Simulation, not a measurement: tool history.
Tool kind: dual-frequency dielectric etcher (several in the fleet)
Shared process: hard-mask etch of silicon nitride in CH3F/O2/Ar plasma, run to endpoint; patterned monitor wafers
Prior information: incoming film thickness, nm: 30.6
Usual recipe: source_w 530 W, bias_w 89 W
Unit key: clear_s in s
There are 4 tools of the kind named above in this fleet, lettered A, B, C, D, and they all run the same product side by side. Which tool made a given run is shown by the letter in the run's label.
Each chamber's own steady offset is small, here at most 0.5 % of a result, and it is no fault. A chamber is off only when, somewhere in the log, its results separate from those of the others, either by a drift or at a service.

| run | day | source_w | bias_w | clear_s |
|---|---|---|---|---|
| 1D | 0.104 | 530 | 89 | 37.534 |
| 2C | 0.225 | 530 | 89 | 37.142 |
| 3A | 0.308 | 530 | 89 | 37.428 |
| 4B | 0.488 | 530 | 89 | 37.400 |
| 5A | 0.621 | 530 | 70 | 40.291 |
| 6B | 0.750 | 530 | 70 | 40.042 |
| 7D | 0.908 | 530 | 70 | 40.054 |
| 8C | 1.017 | 530 | 70 | 39.668 |
|  | 1.108 | chamber C: source power generator calibrated |
| 9B | 1.192 | 530 | 89 | 36.868 |
| 10A | 1.304 | 530 | 89 | 36.887 |
| 11D | 1.446 | 530 | 89 | 36.827 |
| 12C | 1.604 | 530 | 89 | 36.662 |
| 13B | 1.688 | 530 | 89 | 36.756 |
| 14A | 1.783 | 530 | 89 | 37.513 |
| 15D | 1.879 | 530 | 89 | 36.706 |
| 16C | 2.012 | 530 | 89 | 36.122 |
| 17A | 2.096 | 530 | 89 | 36.731 |
| 18C | 2.196 | 580 | 82 | 35.557 |
| 19B | 2.362 | 580 | 82 | 37.153 |
| 20D | 2.467 | 580 | 82 | 36.435 |
| 21A | 2.604 | 580 | 82 | 37.086 |
| 22B | 2.725 | 530 | 89 | 37.075 |
| 23D | 2.842 | 530 | 69 | 40.129 |
| 24C | 2.929 | 530 | 69 | 38.676 |
| 25D | 3.096 | 530 | 69 | 40.150 |
| 26A | 3.233 | 530 | 69 | 40.370 |
| 27C | 3.396 | 530 | 89 | 35.669 |
| 28B | 3.521 | 530 | 89 | 37.186 |
| 29C | 3.629 | 610 | 81 | 34.633 |
| 30A | 3.708 | 610 | 81 | 36.057 |

Which is it: a chamber that has drifted or been left off by a service, a gauge drift common to all chambers, or only each chamber's usual small offset? If a chamber is off, name it and its likeliest cause.

One chamber, C, drifts off from the rest bit by bit.
What lies behind it: etch rate over this chamber's usual, % = 4.85.

Below are 4 candidate recipes for chamber C's next run, each the usual settings with a change, their results shown as question marks. Which of them brings C's results back in line with what the other chambers give on the usual settings?
In line here means within this much of the mean the other chambers give on the usual settings: clear_s 0.770 s
| 31C-1 | 3.842 | 600 | 89 | ? |
| 31C-2 | 3.842 | 530 | 115 | ? |
| 31C-3 | 3.842 | 420 | 89 | ? |
| 31C-4 | 3.842 | 490 | 83 | ? |

Average result of the remaining chambers running the usual settings: clear_s 36.970 s
| run | clear_s |
|---|---|
| 31C-1 | 33.556 |
| 31C-2 | 32.041 |
| 31C-3 | 38.456 |
| 31C-4 | 37.171 |
The answer is 31C-4, which returns the chamber to within the allowed miss of the others.
